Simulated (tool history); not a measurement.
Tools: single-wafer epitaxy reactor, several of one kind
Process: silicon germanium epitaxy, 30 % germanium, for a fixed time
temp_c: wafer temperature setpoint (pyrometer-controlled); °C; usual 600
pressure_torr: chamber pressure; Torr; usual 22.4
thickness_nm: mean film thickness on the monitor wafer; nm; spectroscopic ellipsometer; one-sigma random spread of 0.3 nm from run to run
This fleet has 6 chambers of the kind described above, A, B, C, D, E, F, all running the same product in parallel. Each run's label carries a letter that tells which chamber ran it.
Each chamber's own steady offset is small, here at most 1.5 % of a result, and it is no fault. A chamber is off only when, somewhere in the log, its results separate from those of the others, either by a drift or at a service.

run   hour  temp_c  pressure_torr  hours since the last pyrometer calibration  hours since the last manometer calibration  read-back reference wafer on the same gauge, thickness_nm  thickness_nm
 1A   12.4     600           22.4                                      1804.9                                      1282.2                                                     71.727        62.017
 2C   22.1     600           22.4                                       325.4                                       794.5                                                     71.805        61.517
 3D   36.7     600           22.4                                       855.3                                       673.9                                                     71.707        61.484
 4B   45.7     600           22.4                                       860.7                                      1497.9                                                     71.795        61.641
 5E   58.3     600           22.4                                       113.9                                      1770.7                                                     71.786        61.853
 6F   66.3     600           22.4                                       648.9                                       535.2                                                     71.775        62.231
 7E     79     600           22.4                                       134.6                                      1791.4                                                     71.846        61.849
 8C   91.8     600           22.4                                       395.1                                       864.2                                                     71.813        60.843
 9D  102.8     600           22.4                                       921.4                                         740                                                     71.714        61.173
10A  114.5     600           22.4                                        1907                                      1384.3                                                     71.818        62.476
11F  122.9     600           22.4                                       705.5                                       591.8                                                     71.786        62.108
12B  139.4     600           22.4                                       954.4                                      1591.6                                                     71.884        61.662
13F  151.7     600           22.4                                       734.3                                       620.6                                                     71.776        61.579
14E  164.7     600           22.4                                       220.3                                      1877.1                                                     71.761        62.313
15C  174.8     600           22.4                                       478.1                                       947.2                                                     71.828        61.319
16A  187.9     600           22.4                                      1980.4                                      1457.7                                                     71.838        62.703
17D    201     600           22.4                                      1019.6                                       838.2                                                     71.781        61.972
18B  217.2     600           22.4                                      1032.2                                      1669.4                                                     71.843        62.188
19C  229.5     600           22.4                                       532.8                                      1001.9                                                     71.824        61.329
20B  240.5     600           22.4                                      1055.5                                      1692.7                                                     71.785        61.943
21A  256.4     600           22.4                                      2048.9                                      1526.2                                                     71.795        62.568
22F  268.1     600           22.4                                       850.7                                         737                                                     71.722        62.079
23E  276.2     600           22.4                                       331.8                                      1988.6                                                     71.744        62.061
24D  285.6     600           20.3                                      1104.2                                       922.8                                                     71.762        58.789
25E  293.6     600           20.3                                       349.2                                        2006                                                     71.819        59.568
     301.2  -- chamber A: capacitance manometer re-zeroed and calibrated
26D  306.2     600           20.3                                      1124.8                                       943.4                                                      71.83        59.277
27B  317.1     600           20.3                                      1132.1                                      1769.3                                                     71.783        59.584
28C  329.2     600           20.3                                       632.5                                      1101.6                                                     71.837         58.64
29A    342     600           20.3                                      2134.5                                        40.8                                                     71.882        60.957
30F  349.8     600           22.4                                       932.4                                       818.7                                                     71.877        62.118
31C  360.5     600           22.4                                       663.8                                      1132.9                                                     71.753        60.881
32A  374.8     609           22.4                                      2167.3                                        73.6                                                      71.74        74.176
33D  385.8     609           22.4                                      1204.4                                        1023                                                     71.825        71.704
34B  395.2     609           22.4                                      1210.2                                      1847.4                                                     71.762        72.772
35E  407.6     609           22.4                                       463.2                                        2120                                                     71.763        73.569
36F  415.5     609           22.4                                       998.1                                       884.4                                                     71.745         73.34
37D  425.2     609           22.4                                      1243.8                                      1062.4                                                     71.741        72.698
38A  439.1     600           22.4                                      2231.6                                       137.9                                                     71.764        63.539
39F    449     600           22.4                                      1031.6                                       917.9                                                     71.743        62.425

Decide between three cases: one chamber stands off from its peers, the gauge reading all wafers drifts, or nothing is wrong past each chamber's small offset. Where a chamber is off, say which and what most likely put it there.

Chamber A drifts away from the others.
Cause: wafer temperature above the value expected at the setpoint (K) = 1.73.

Chamber A could run next with any of the 4 candidate recipes listed below; each alters the usual settings, and their results appear as question marks. Which one brings its results back in line with what the other chambers deliver on the usual settings?
To be in line, a result may differ from the other chambers' mean on the usual settings by at most: thickness_nm 1 nm
40A-1  460.8     603           22.8                                                                                                                                                                ?
40A-2  460.8     597             22                                                                                                                                                                ?
40A-3  460.8     602           22.6                                                                                                                                                                ?
40A-4  460.8     600           20.5                                                                                                                                                                ?

Average result of the remaining chambers running the usual settings: thickness_nm 61.664 nm
  run  thickness_nm
40A-1        67.674
40A-2        59.915
40A-3        66.245
40A-4         61.48
40A-4 is the one that brings the chamber's results back in line with the other chambers.
